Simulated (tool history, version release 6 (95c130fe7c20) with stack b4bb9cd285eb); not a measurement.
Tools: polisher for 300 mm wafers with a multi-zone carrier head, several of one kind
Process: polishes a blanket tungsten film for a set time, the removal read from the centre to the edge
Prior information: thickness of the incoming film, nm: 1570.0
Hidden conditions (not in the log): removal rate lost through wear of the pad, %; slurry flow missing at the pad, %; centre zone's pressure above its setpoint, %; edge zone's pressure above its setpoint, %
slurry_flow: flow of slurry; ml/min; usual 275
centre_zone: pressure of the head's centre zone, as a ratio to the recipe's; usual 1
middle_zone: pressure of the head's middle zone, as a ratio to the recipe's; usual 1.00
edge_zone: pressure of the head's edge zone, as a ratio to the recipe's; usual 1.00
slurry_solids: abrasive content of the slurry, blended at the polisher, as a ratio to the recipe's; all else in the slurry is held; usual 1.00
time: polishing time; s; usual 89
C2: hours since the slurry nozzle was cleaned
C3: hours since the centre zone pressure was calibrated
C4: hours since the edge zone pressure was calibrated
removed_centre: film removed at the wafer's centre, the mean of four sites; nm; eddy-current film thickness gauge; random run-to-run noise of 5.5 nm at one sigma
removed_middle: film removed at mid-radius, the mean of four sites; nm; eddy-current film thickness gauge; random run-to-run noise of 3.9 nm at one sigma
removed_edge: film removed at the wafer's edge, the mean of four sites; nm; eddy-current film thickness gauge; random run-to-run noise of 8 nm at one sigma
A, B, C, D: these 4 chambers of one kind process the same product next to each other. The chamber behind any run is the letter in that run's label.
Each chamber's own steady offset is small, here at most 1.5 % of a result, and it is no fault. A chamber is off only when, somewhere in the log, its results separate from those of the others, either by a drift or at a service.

{"hour": 10.5, "done": "chamber A: worn pad replaced by a new one"}
{"run": "1B", "hour": 13.0, "slurry_flow": 275, "centre_zone": 1, "middle_zone": 1.0, "edge_zone": 1.0, "slurry_solids": 1.0, "time": 89, "wafers polished on this pad": 904, "C2": 216.6, "C3": 175.6, "C4": 561.3, "removed_centre": 532.71, "removed_middle": 536.02, "removed_edge": 537.14}
{"run": "2A", "hour": 23.7, "slurry_flow": 275, "centre_zone": 1, "middle_zone": 1.0, "edge_zone": 1.0, "slurry_solids": 1.0, "time": 89, "wafers polished on this pad": 101, "C2": 647.3, "C3": 76.7, "C4": 865.9, "removed_centre": 539.57, "removed_middle": 555.54, "removed_edge": 550.39}
{"hour": 31.9, "done": "chamber B: worn pad replaced by a new one"}
{"run": "3D", "hour": 32.7, "slurry_flow": 275, "centre_zone": 1, "middle_zone": 1.0, "edge_zone": 1.0, "slurry_solids": 1.0, "time": 89, "wafers polished on this pad": 769, "C2": 292.3, "C3": 218.4, "C4": 246.8, "removed_centre": 542.3, "removed_middle": 547.16, "removed_edge": 564.1}
{"run": "4C", "hour": 39.0, "slurry_flow": 275, "centre_zone": 1, "middle_zone": 1.0, "edge_zone": 1.0, "slurry_solids": 1.0, "time": 89, "wafers polished on this pad": 715, "C2": 361.0, "C3": 152.7, "C4": 251.7, "removed_centre": 545.99, "removed_middle": 534.42, "removed_edge": 546.75}
{"run": "5A", "hour": 46.5, "slurry_flow": 275, "centre_zone": 1, "middle_zone": 1.0, "edge_zone": 1.0, "slurry_solids": 1.0, "time": 89, "wafers polished on this pad": 276, "C2": 670.1, "C3": 99.5, "C4": 888.7, "removed_centre": 544.85, "removed_middle": 550.96, "removed_edge": 534.18}
{"hour": 54.5, "done": "chamber C: slurry nozzle cleaned"}
{"run": "6C", "hour": 58.2, "slurry_flow": 275, "centre_zone": 1, "middle_zone": 1.0, "edge_zone": 1.0, "slurry_solids": 1.0, "time": 89, "wafers polished on this pad": 862, "C2": 3.8, "C3": 171.9, "C4": 270.9, "removed_centre": 546.27, "removed_middle": 540.2, "removed_edge": 555.66}
{"hour": 61.8, "done": "chamber D: worn pad replaced by a new one"}
{"run": "7B", "hour": 66.4, "slurry_flow": 275, "centre_zone": 1, "middle_zone": 1.0, "edge_zone": 1.0, "slurry_solids": 0.8, "time": 89, "wafers polished on this pad": 264, "C2": 270.0, "C3": 229.0, "C4": 614.7, "removed_centre": 524.34, "removed_middle": 506.71, "removed_edge": 513.0}
{"run": "8D", "hour": 78.8, "slurry_flow": 275, "centre_zone": 1, "middle_zone": 1.0, "edge_zone": 1.0, "slurry_solids": 0.8, "time": 89, "wafers polished on this pad": 130, "C2": 338.4, "C3": 264.5, "C4": 292.9, "removed_centre": 508.27, "removed_middle": 514.1, "removed_edge": 530.39}
{"hour": 84.0, "done": "chamber C: worn pad replaced by a new one"}
{"run": "9C", "hour": 91.5, "slurry_flow": 275, "centre_zone": 1, "middle_zone": 1.0, "edge_zone": 1.0, "slurry_solids": 0.8, "time": 89, "wafers polished on this pad": 57, "C2": 37.1, "C3": 205.2, "C4": 304.2, "removed_centre": 512.98, "removed_middle": 507.75, "removed_edge": 525.59}
{"run": "10A", "hour": 104.0, "slurry_flow": 275, "centre_zone": 1, "middle_zone": 1.0, "edge_zone": 1.0, "slurry_solids": 0.8, "time": 89, "wafers polished on this pad": 717, "C2": 727.6, "C3": 157.0, "C4": 946.2, "removed_centre": 519.36, "removed_middle": 522.55, "removed_edge": 519.51}
{"run": "11B", "hour": 110.9, "slurry_flow": 275, "centre_zone": 1, "middle_zone": 1.0, "edge_zone": 1.0, "slurry_solids": 1.0, "time": 89, "wafers polished on this pad": 606, "C2": 314.5, "C3": 273.5, "C4": 659.2, "removed_centre": 546.68, "removed_middle": 534.85, "removed_edge": 535.96}
{"run": "12D", "hour": 121.4, "slurry_flow": 275, "centre_zone": 1, "middle_zone": 1.0, "edge_zone": 1.0, "slurry_solids": 1.0, "time": 89, "wafers polished on this pad": 457, "C2": 381.0, "C3": 307.1, "C4": 335.5, "removed_centre": 534.28, "removed_middle": 544.2, "removed_edge": 555.19}
{"run": "13C", "hour": 128.4, "slurry_flow": 275, "centre_zone": 1, "middle_zone": 1.0, "edge_zone": 1.0, "slurry_solids": 1.0, "time": 89, "wafers polished on this pad": 340, "C2": 74.0, "C3": 242.1, "C4": 341.1, "removed_centre": 552.25, "removed_middle": 533.56, "removed_edge": 563.74}
{"run": "14B", "hour": 135.6, "slurry_flow": 275, "centre_zone": 1, "middle_zone": 1.0, "edge_zone": 1.0, "slurry_solids": 1.0, "time": 89, "wafers polished on this pad": 795, "C2": 339.2, "C3": 298.2, "C4": 683.9, "removed_centre": 551.81, "removed_middle": 541.62, "removed_edge": 545.58}
{"hour": 145.8, "done": "chamber B: centre zone pressure recalibrated"}
{"run": "15D", "hour": 147.9, "slurry_flow": 275, "centre_zone": 1, "middle_zone": 1.0, "edge_zone": 1.0, "slurry_solids": 1.0, "time": 89, "wafers polished on this pad": 660, "C2": 407.5, "C3": 333.6, "C4": 362.0, "removed_centre": 546.5, "removed_middle": 544.82, "removed_edge": 546.33}
{"run": "16A", "hour": 157.9, "slurry_flow": 275, "centre_zone": 1, "middle_zone": 1.0, "edge_zone": 1.0, "slurry_solids": 1.0, "time": 89, "wafers polished on this pad": 1130, "C2": 781.5, "C3": 210.9, "C4": 1000.1, "removed_centre": 542.75, "removed_middle": 550.55, "removed_edge": 535.57}
{"run": "17D", "hour": 169.7, "slurry_flow": 275, "centre_zone": 1, "middle_zone": 1.0, "edge_zone": 1.0, "slurry_solids": 1.0, "time": 89, "wafers polished on this pad": 827, "C2": 429.3, "C3": 355.4, "C4": 383.8, "removed_centre": 541.55, "removed_middle": 543.46, "removed_edge": 550.15}
{"hour": 170.8, "done": "chamber D: edge zone pressure recalibrated"}
{"hour": 174.8, "done": "chamber B: worn pad replaced by a new one"}
{"run": "18A", "hour": 177.2, "slurry_flow": 275, "centre_zone": 1, "middle_zone": 1.0, "edge_zone": 1.0, "slurry_solids": 1.0, "time": 89, "wafers polished on this pad": 1279, "C2": 800.8, "C3": 230.2, "C4": 1019.4, "removed_centre": 543.73, "removed_middle": 551.88, "removed_edge": 546.06}
{"hour": 182.7, "done": "chamber D: slurry nozzle cleaned"}
{"run": "19C", "hour": 187.4, "slurry_flow": 275, "centre_zone": 1, "middle_zone": 1.0, "edge_zone": 1.0, "slurry_solids": 1.0, "time": 89, "wafers polished on this pad": 793, "C2": 133.0, "C3": 301.1, "C4": 400.1, "removed_centre": 542.67, "removed_middle": 538.76, "removed_edge": 553.4}
{"hour": 191.8, "done": "chamber A: worn pad replaced by a new one"}
{"hour": 199.2, "done": "chamber D: worn pad replaced by a new one"}
{"run": "20B", "hour": 199.9, "slurry_flow": 275, "centre_zone": 1, "middle_zone": 1.0, "edge_zone": 1.0, "slurry_solids": 1.0, "time": 89, "wafers polished on this pad": 193, "C2": 403.5, "C3": 54.1, "C4": 748.2, "removed_centre": 546.34, "removed_middle": 540.97, "removed_edge": 536.54}
{"hour": 207.6, "done": "chamber C: worn pad replaced by a new one"}
{"run": "21A", "hour": 210.8, "slurry_flow": 275, "centre_zone": 1, "middle_zone": 0.91, "edge_zone": 0.93, "slurry_solids": 1.0, "time": 89, "wafers polished on this pad": 145, "C2": 834.4, "C3": 263.8, "C4": 1053.0, "removed_centre": 549.48, "removed_middle": 507.02, "removed_edge": 511.71}
{"run": "22C", "hour": 219.0, "slurry_flow": 275, "centre_zone": 1, "middle_zone": 0.91, "edge_zone": 0.93, "slurry_solids": 1.0, "time": 89, "wafers polished on this pad": 87, "C2": 164.6, "C3": 332.7, "C4": 431.7, "removed_centre": 544.35, "removed_middle": 495.64, "removed_edge": 529.68}
{"run": "23B", "hour": 231.8, "slurry_flow": 275, "centre_zone": 1, "middle_zone": 0.91, "edge_zone": 0.93, "slurry_solids": 1.0, "time": 89, "wafers polished on this pad": 437, "C2": 435.4, "C3": 86.0, "C4": 780.1, "removed_centre": 540.71, "removed_middle": 496.25, "removed_edge": 520.1}
{"run": "24D", "hour": 242.6, "slurry_flow": 275, "centre_zone": 1, "middle_zone": 0.91, "edge_zone": 0.93, "slurry_solids": 1.0, "time": 89, "wafers polished on this pad": 333, "C2": 59.9, "C3": 428.3, "C4": 71.9, "removed_centre": 553.17, "removed_middle": 499.03, "removed_edge": 530.86}
{"run": "25B", "hour": 250.0, "slurry_flow": 275, "centre_zone": 1, "middle_zone": 1.0, "edge_zone": 1.0, "slurry_solids": 0.75, "time": 89, "wafers polished on this pad": 577, "C2": 453.6, "C3": 104.2, "C4": 798.3, "removed_centre": 507.47, "removed_middle": 499.34, "removed_edge": 506.31}
{"run": "26A", "hour": 257.3, "slurry_flow": 275, "centre_zone": 1, "middle_zone": 1.0, "edge_zone": 1.0, "slurry_solids": 0.75, "time": 89, "wafers polished on this pad": 502, "C2": 880.9, "C3": 310.3, "C4": 1099.5, "removed_centre": 503.47, "removed_middle": 512.55, "removed_edge": 507.79}
{"run": "27D", "hour": 264.1, "slurry_flow": 275, "centre_zone": 1, "middle_zone": 1.0, "edge_zone": 1.0, "slurry_solids": 0.75, "time": 89, "wafers polished on this pad": 498, "C2": 81.4, "C3": 449.8, "C4": 93.4, "removed_centre": 504.76, "removed_middle": 513.28, "removed_edge": 522.37}
{"hour": 269.8, "done": "chamber A: slurry nozzle cleaned"}
{"run": "28C", "hour": 276.2, "slurry_flow": 275, "centre_zone": 1, "middle_zone": 1.0, "edge_zone": 1.0, "slurry_solids": 0.75, "time": 89, "wafers polished on this pad": 526, "C2": 221.8, "C3": 389.9, "C4": 488.9, "removed_centre": 511.87, "removed_middle": 502.73, "removed_edge": 518.53}
{"run": "29D", "hour": 284.0, "slurry_flow": 275, "centre_zone": 1, "middle_zone": 1.0, "edge_zone": 1.0, "slurry_solids": 1.0, "time": 89, "wafers polished on this pad": 650, "C2": 101.3, "C3": 469.7, "C4": 113.3, "removed_centre": 545.38, "removed_middle": 540.29, "removed_edge": 550.62}
{"run": "30C", "hour": 297.2, "slurry_flow": 220, "centre_zone": 1, "middle_zone": 1.0, "edge_zone": 1.0, "slurry_solids": 1.2, "time": 89, "wafers polished on this pad": 687, "C2": 242.8, "C3": 410.9, "C4": 509.9, "removed_centre": 555.16, "removed_middle": 548.84, "removed_edge": 559.22}
{"hour": 297.9, "done": "chamber B: worn pad replaced by a new one"}
{"hour": 304.1, "done": "chamber D: worn pad replaced by a new one"}
{"run": "31B", "hour": 307.5, "slurry_flow": 220, "centre_zone": 1, "middle_zone": 1.0, "edge_zone": 1.0, "slurry_solids": 1.2, "time": 89, "wafers polished on this pad": 73, "C2": 511.1, "C3": 161.7, "C4": 855.8, "removed_centre": 537.96, "removed_middle": 550.6, "removed_edge": 549.83}
{"hour": 318.3, "done": "chamber C: worn pad replaced by a new one"}
{"run": "32A", "hour": 320.9, "slurry_flow": 220, "centre_zone": 1, "middle_zone": 1.0, "edge_zone": 1.0, "slurry_solids": 1.2, "time": 89, "wafers polished on this pad": 990, "C2": 51.1, "C3": 373.9, "C4": 1163.1, "removed_centre": 539.58, "removed_middle": 561.37, "removed_edge": 545.37}
{"run": "33C", "hour": 331.1, "slurry_flow": 220, "centre_zone": 1, "middle_zone": 1.0, "edge_zone": 1.0, "slurry_solids": 1.2, "time": 89, "wafers polished on this pad": 98, "C2": 276.7, "C3": 444.8, "C4": 543.8, "removed_centre": 548.08, "removed_middle": 547.35, "removed_edge": 541.33}
{"run": "34A", "hour": 341.7, "slurry_flow": 275, "centre_zone": 1, "middle_zone": 1.0, "edge_zone": 1.0, "slurry_solids": 1.0, "time": 89, "wafers polished on this pad": 1149, "C2": 71.9, "C3": 394.7, "C4": 1183.9, "removed_centre": 542.1, "removed_middle": 548.43, "removed_edge": 547.82}
{"run": "35D", "hour": 350.6, "slurry_flow": 275, "centre_zone": 1, "middle_zone": 1.0, "edge_zone": 1.0, "slurry_solids": 1.0, "time": 89, "wafers polished on this pad": 357, "C2": 167.9, "C3": 536.3, "C4": 179.9, "removed_centre": 538.1, "removed_middle": 542.19, "removed_edge": 564.49}
{"run": "36B", "hour": 359.9, "slurry_flow": 275, "centre_zone": 1, "middle_zone": 1.0, "edge_zone": 1.0, "slurry_solids": 1.0, "time": 89, "wafers polished on this pad": 475, "C2": 563.5, "C3": 214.1, "C4": 908.2, "removed_centre": 540.56, "removed_middle": 542.88, "removed_edge": 545.88}
{"run": "37C", "hour": 370.0, "slurry_flow": 275, "centre_zone": 1, "middle_zone": 1.0, "edge_zone": 1.0, "slurry_solids": 1.0, "time": 89, "wafers polished on this pad": 397, "C2": 315.6, "C3": 483.7, "C4": 582.7, "removed_centre": 540.32, "removed_middle": 535.14, "removed_edge": 553.58}

Next, all 4 chambers run the settings below, one line each with question marks for the results. What does each chamber give?
{"run": "38A", "hour": 379.6, "slurry_flow": 275, "centre_zone": 1, "middle_zone": 1.0, "edge_zone": 1.0, "slurry_solids": 1.0, "time": 89, "removed_centre": "?", "removed_middle": "?", "removed_edge": "?"}
{"run": "38B", "hour": 379.6, "slurry_flow": 275, "centre_zone": 1, "middle_zone": 1.0, "edge_zone": 1.0, "slurry_solids": 1.0, "time": 89, "removed_centre": "?", "removed_middle": "?", "removed_edge": "?"}
{"run": "38C", "hour": 379.6, "slurry_flow": 275, "centre_zone": 1, "middle_zone": 1.0, "edge_zone": 1.0, "slurry_solids": 1.0, "time": 89, "removed_centre": "?", "removed_middle": "?", "removed_edge": "?"}
{"run": "38D", "hour": 379.6, "slurry_flow": 275, "centre_zone": 1, "middle_zone": 1.0, "edge_zone": 1.0, "slurry_solids": 1.0, "time": 89, "removed_centre": "?", "removed_middle": "?", "removed_edge": "?"}

run=38A removed_centre=551.48 removed_middle=542.19 removed_edge=551.89
run=38B removed_centre=547.65 removed_middle=533.39 removed_edge=542.65
run=38C removed_centre=544.33 removed_middle=531.33 removed_edge=549.75
run=38D removed_centre=544.36 removed_middle=546.70 removed_edge=570.27
